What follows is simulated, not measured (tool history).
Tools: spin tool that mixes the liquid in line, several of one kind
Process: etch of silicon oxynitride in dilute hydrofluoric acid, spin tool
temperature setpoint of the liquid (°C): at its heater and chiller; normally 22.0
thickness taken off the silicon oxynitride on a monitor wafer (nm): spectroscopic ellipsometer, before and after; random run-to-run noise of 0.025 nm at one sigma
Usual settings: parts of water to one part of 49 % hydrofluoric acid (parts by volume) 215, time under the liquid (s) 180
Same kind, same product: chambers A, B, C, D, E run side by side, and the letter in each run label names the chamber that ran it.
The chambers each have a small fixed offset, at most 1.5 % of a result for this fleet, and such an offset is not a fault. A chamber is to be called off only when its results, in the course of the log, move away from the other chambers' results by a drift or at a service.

run,hour,temperature setpoint of the liquid (°C),parts of water to one part of 49 % hydrofluoric acid (parts by volume),time under the liquid (s),hours since the thermometer was replaced,hours since the hydrofluoric acid flow meter was replaced,"read-back film thickness of the silicon oxynitride reference wafer, read on the same gauge (nm)",thickness taken off the silicon oxynitride on a monitor wafer (nm)
1D,11.8,22.0,215,180,1167.8,928.1,110.01,3.3147
2B,24.7,22.0,215,180,307.2,1187.8,110.00,3.3271
3E,32.9,22.0,215,180,781.6,598.0,110.01,3.3118
4A,44.0,22.0,215,180,656.7,624.9,110.03,3.3449
5C,54.9,22.0,215,180,530.6,68.0,109.99,3.3736
6B,61.3,22.0,215,180,343.8,1224.4,110.00,3.3353
# hour 61.9: chamber D: hydrofluoric acid flow meter replaced
7D,75.1,22.0,215,180,1231.1,13.3,110.01,3.2923
8C,89.5,22.0,215,180,565.2,102.6,110.00,3.3559
# hour 92.1: chamber B: hydrofluoric acid flow meter replaced
9A,100.6,22.0,285,180,713.3,681.5,110.02,2.4261
10E,108.5,22.0,285,180,857.2,673.6,110.01,2.3514
11C,118.3,22.0,285,180,594.0,131.4,110.00,2.4547
12D,130.8,22.0,285,180,1286.8,69.0,109.98,2.4104
13A,138.9,22.0,285,180,751.6,719.8,110.01,2.4227
14B,149.1,22.0,215,180,431.6,57.0,109.99,3.2915
15E,157.1,22.0,215,180,905.8,722.2,109.99,3.3074
16D,170.4,22.0,215,220,1326.4,108.6,109.98,4.0777
17E,181.0,22.0,215,220,929.7,746.1,110.00,4.0500
18C,195.1,22.0,215,220,670.8,208.2,110.00,4.1506
19A,202.8,22.0,215,220,815.5,783.7,109.98,4.0654
20B,211.5,22.0,215,220,494.0,119.4,110.02,3.9350
21E,219.4,22.0,215,180,968.1,784.5,109.99,3.3387
22D,233.0,24.5,260,180,1389.0,171.2,110.01,3.0009
23B,242.2,24.5,260,180,524.7,150.1,110.02,2.8777
24C,249.0,24.5,260,180,724.7,262.1,109.99,3.0177
25A,263.5,24.5,260,180,876.2,844.4,110.00,2.9507
26A,278.0,24.5,260,180,890.7,858.9,110.00,3.0073
27D,289.7,22.0,215,180,1445.7,227.9,110.02,3.3134
28B,299.1,22.0,215,180,581.6,207.0,110.00,3.1750
29E,307.0,22.0,215,180,1055.7,872.1,110.00,3.3031
30C,316.1,22.0,215,180,791.8,329.2,109.99,3.3473
# hour 327.2: chamber C: thermometer replaced
31D,329.7,22.0,215,180,1485.7,267.9,109.99,3.2977
32B,341.1,22.0,215,180,623.6,249.0,110.00,3.1428
33C,348.5,22.0,215,180,21.3,361.6,110.00,3.3961
34A,356.0,22.0,215,180,968.7,936.9,110.01,3.3500
35E,367.6,22.0,215,180,1116.3,932.7,110.01,3.2928

All 5 chambers run these settings next. Forecast each chamber's results:
36A,378.0,22.0,160,180,,,,?
36B,378.0,22.0,160,180,,,,?
36C,378.0,22.0,160,180,,,,?
36D,378.0,22.0,160,180,,,,?
36E,378.0,22.0,160,180,,,,?

run,thickness taken off the silicon oxynitride on a monitor wafer (nm)
36A,4.5947
36B,4.2735
36C,4.6797
36D,4.7000
36E,4.6802

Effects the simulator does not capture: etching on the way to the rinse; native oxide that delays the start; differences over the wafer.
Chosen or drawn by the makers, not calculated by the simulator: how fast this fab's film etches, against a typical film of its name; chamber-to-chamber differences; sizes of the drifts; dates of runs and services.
